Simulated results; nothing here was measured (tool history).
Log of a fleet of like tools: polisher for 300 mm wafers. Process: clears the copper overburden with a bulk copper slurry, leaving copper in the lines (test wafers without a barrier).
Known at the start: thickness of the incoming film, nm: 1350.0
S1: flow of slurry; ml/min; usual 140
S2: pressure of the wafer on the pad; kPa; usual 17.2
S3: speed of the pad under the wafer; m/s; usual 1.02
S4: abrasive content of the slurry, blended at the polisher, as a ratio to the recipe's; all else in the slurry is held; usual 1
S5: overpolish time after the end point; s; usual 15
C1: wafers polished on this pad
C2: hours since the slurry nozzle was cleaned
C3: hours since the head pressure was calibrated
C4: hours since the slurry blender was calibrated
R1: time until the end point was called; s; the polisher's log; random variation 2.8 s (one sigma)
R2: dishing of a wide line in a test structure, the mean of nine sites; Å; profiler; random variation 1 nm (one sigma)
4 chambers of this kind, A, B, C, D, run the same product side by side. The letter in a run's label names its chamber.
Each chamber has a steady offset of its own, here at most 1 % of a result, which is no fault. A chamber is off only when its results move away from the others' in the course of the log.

run 1C hour=8.2 | S1=140 S2=17.2 S3=1.02 S4=1 S5=15 | C1=1201 C2=168.5 C3=131.1 C4=94.8 | R1=154.9 R2=624.61
run 2D hour=14.4 | S1=140 S2=17.2 S3=1.02 S4=1 S5=15 | C1=417 C2=207.1 C3=195.7 C4=254.8 | R1=156.37 R2=632.16
-- hour=18.8 chamber C: slurry blender recalibrated
run 3B hour=21 | S1=140 S2=17.2 S3=1.02 S4=1 S5=15 | C1=519 C2=373.6 C3=437 C4=85.3 | R1=154.74 R2=629.88
run 4A hour=32.9 | S1=140 S2=17.2 S3=1.02 S4=1 S5=15 | C1=493 C2=630.7 C3=603.5 C4=74.7 | R1=152.99 R2=612.04
-- hour=35.9 chamber D: slurry nozzle cleaned
run 5B hour=45.2 | S1=140 S2=17.2 S3=1.02 S4=1 S5=15 | C1=626 C2=397.8 C3=461.2 C4=109.5 | R1=146.94 R2=629.65
-- hour=49.4 chamber D: slurry blender recalibrated
run 6D hour=52 | S1=140 S2=17.2 S3=1.02 S4=1 S5=15 | C1=584 C2=16.2 C3=233.3 C4=2.7 | R1=153.3 R2=631.2
run 7A hour=64.6 | S1=140 S2=17.2 S3=1.02 S4=1 S5=15 | C1=633 C2=662.4 C3=635.2 C4=106.4 | R1=153.55 R2=625.06
run 8C hour=75.4 | S1=140 S2=17.2 S3=1.02 S4=1 S5=15 | C1=1499 C2=235.7 C3=198.3 C4=56.7 | R1=153.23 R2=622.78
-- hour=85.1 chamber C: worn pad replaced by a new one
run 9B hour=87.5 | S1=140 S2=17.2 S3=1.02 S4=1 S5=15 | C1=813 C2=440.1 C3=503.5 C4=151.8 | R1=153.14 R2=621.73
run 10A hour=94.5 | S1=140 S2=17.2 S3=1.02 S4=1 S5=15 | C1=766 C2=692.3 C3=665.1 C4=136.3 | R1=151.57 R2=614.27
run 11D hour=104.6 | S1=140 S2=17.2 S3=1.02 S4=1 S5=15 | C1=817 C2=68.8 C3=285.9 C4=55.3 | R1=157.89 R2=630.5
run 12C hour=112.9 | S1=140 S2=17.2 S3=1.02 S4=1 S5=15 | C1=123 C2=273.2 C3=235.8 C4=94.2 | R1=157.36 R2=616.25
run 13D hour=124.2 | S1=140 S2=21.4 S3=1.02 S4=0.85 S5=15 | C1=903 C2=88.4 C3=305.5 C4=74.9 | R1=128.74 R2=698.21
run 14B hour=131.7 | S1=140 S2=21.4 S3=1.02 S4=0.85 S5=15 | C1=1009 C2=484.3 C3=547.7 C4=196 | R1=132.01 R2=722.68
-- hour=134.2 chamber B: head pressure recalibrated
-- hour=137.3 chamber A: head pressure recalibrated
run 15A hour=142.4 | S1=140 S2=21.4 S3=1.02 S4=0.85 S5=15 | C1=978 C2=740.2 C3=5.2 C4=184.2 | R1=127.39 R2=711.8
run 16C hour=151.3 | S1=140 S2=21.4 S3=1.02 S4=0.85 S5=15 | C1=293 C2=311.6 C3=274.2 C4=132.6 | R1=126.98 R2=697.36
-- hour=154.7 chamber A: slurry nozzle cleaned
-- hour=157.9 chamber C: slurry blender recalibrated
run 17B hour=162.8 | S1=140 S2=17.2 S3=1.02 S4=1 S5=15 | C1=1147 C2=515.4 C3=28.7 C4=227.1 | R1=155.7 R2=625.53
run 18C hour=169.1 | S1=140 S2=17.2 S3=1.02 S4=1 S5=15 | C1=372 C2=329.4 C3=292 C4=11.2 | R1=152.76 R2=637.22
-- hour=172.6 chamber B: worn pad replaced by a new one
run 19D hour=176 | S1=140 S2=17.2 S3=1.02 S4=1 S5=15 | C1=1133 C2=140.2 C3=357.3 C4=126.7 | R1=152.63 R2=629.37
run 20A hour=181.7 | S1=140 S2=17.2 S3=1.02 S4=1 S5=15 | C1=1152 C2=27 C3=44.5 C4=223.5 | R1=154.17 R2=631.79
-- hour=190.2 chamber D: worn pad replaced by a new one
run 21B hour=191.5 | S1=140 S2=17.2 S3=1.02 S4=1 S5=15 | C1=83 C2=544.1 C3=57.4 C4=255.8 | R1=156.56 R2=619.58
run 22C hour=201.4 | S1=140 S2=17.2 S3=1.02 S4=1 S5=15 | C1=515 C2=361.7 C3=324.3 C4=43.5 | R1=156.84 R2=620.02
run 23A hour=210.4 | S1=140 S2=13.8 S3=1.02 S4=1 S5=15 | C1=1279 C2=55.7 C3=73.2 C4=252.2 | R1=188.79 R2=541.83
run 24D hour=220.7 | S1=140 S2=13.8 S3=1.02 S4=1 S5=15 | C1=135 C2=184.9 C3=402 C4=171.4 | R1=193.35 R2=543.73
run 25A hour=231.5 | S1=140 S2=13.8 S3=1.02 S4=1 S5=15 | C1=1372 C2=76.8 C3=94.3 C4=273.3 | R1=192.39 R2=524.77
-- hour=233.7 chamber A: worn pad replaced by a new one
run 26B hour=242.4 | S1=140 S2=13.8 S3=1.02 S4=1 S5=15 | C1=309 C2=595 C3=108.3 C4=306.7 | R1=190.88 R2=556.27
run 27D hour=253.6 | S1=140 S2=17.2 S3=1.02 S4=1 S5=15 | C1=280 C2=217.8 C3=434.9 C4=204.3 | R1=150.6 R2=598.29
-- hour=253.9 chamber C: slurry nozzle cleaned
run 28C hour=259.6 | S1=140 S2=17.2 S3=1.02 S4=1 S5=15 | C1=773 C2=5.7 C3=382.5 C4=101.7 | R1=147.22 R2=627.71
-- hour=267.7 chamber C: slurry blender recalibrated
run 29B hour=269.5 | S1=140 S2=17.2 S3=1.02 S4=1 S5=15 | C1=429 C2=622.1 C3=135.4 C4=333.8 | R1=153.12 R2=620.89
-- hour=277.3 chamber D: slurry nozzle cleaned
run 30D hour=282.1 | S1=140 S2=17.2 S3=1.02 S4=1 S5=15 | C1=407 C2=4.8 C3=463.4 C4=232.8 | R1=156.21 R2=626.61
-- hour=291.1 chamber B: slurry nozzle cleaned
run 31A hour=293.9 | S1=140 S2=17.2 S3=1.02 S4=1 S5=15 | C1=267 C2=139.2 C3=156.7 C4=335.7 | R1=147.37 R2=612.29
-- hour=297.6 chamber D: head pressure recalibrated
run 32C hour=304.6 | S1=140 S2=17.2 S3=1.02 S4=1 S5=15 | C1=972 C2=50.7 C3=427.5 C4=37 | R1=156.05 R2=628.9
run 33B hour=312.1 | S1=140 S2=17.2 S3=1.02 S4=1 S5=15 | C1=618 C2=21 C3=178 C4=376.4 | R1=153.31 R2=633.27
run 34C hour=318.4 | S1=140 S2=17.2 S3=1.02 S4=1 S5=15 | C1=1033 C2=64.5 C3=441.3 C4=50.8 | R1=150.97 R2=605.98
run 35A hour=324.2 | S1=140 S2=17.2 S3=1.02 S4=1 S5=15 | C1=401 C2=169.5 C3=187 C4=366 | R1=152.25 R2=630.67
run 36D hour=331.9 | S1=140 S2=17.2 S3=1.02 S4=1 S5=15 | C1=627 C2=54.6 C3=34.3 C4=282.6 | R1=150.27 R2=617.31
run 37A hour=340.5 | S1=140 S2=17.2 S3=1.02 S4=1 S5=15 | C1=473 C2=185.8 C3=203.3 C4=382.3 | R1=154.22 R2=621.4
run 38B hour=347.7 | S1=140 S2=17.2 S3=1.02 S4=1 S5=15 | C1=775 C2=56.6 C3=213.6 C4=412 | R1=150.8 R2=644.85
-- hour=358.1 chamber D: slurry blender recalibrated
run 39C hour=359.8 | S1=140 S2=17.2 S3=1.02 S4=1 S5=15 | C1=1217 C2=105.9 C3=482.7 C4=92.2 | R1=154.37 R2=630.36
run 40D hour=366 | S1=140 S2=17.2 S3=1.02 S4=1 S5=15 | C1=778 C2=88.7 C3=68.4 C4=7.9 | R1=149.26 R2=637.5
run 41A hour=376.6 | S1=140 S2=17.2 S3=1.02 S4=1 S5=15 | C1=633 C2=221.9 C3=239.4 C4=418.4 | R1=153.56 R2=607.99

All 4 chambers run these settings next. Forecast each chamber's results:
run 42A hour=385.7 | S1=140 S2=17.2 S3=1.02 S4=1 S5=15 | R1=? R2=?
run 42B hour=385.7 | S1=140 S2=17.2 S3=1.02 S4=1 S5=15 | R1=? R2=?
run 42C hour=385.7 | S1=140 S2=17.2 S3=1.02 S4=1 S5=15 | R1=? R2=?
run 42D hour=385.7 | S1=140 S2=17.2 S3=1.02 S4=1 S5=15 | R1=? R2=?

run=42A R1=151.27 R2=631.1
run=42B R1=150.47 R2=634.14
run=42C R1=154.84 R2=624.86
run=42D R1=149.68 R2=632.3
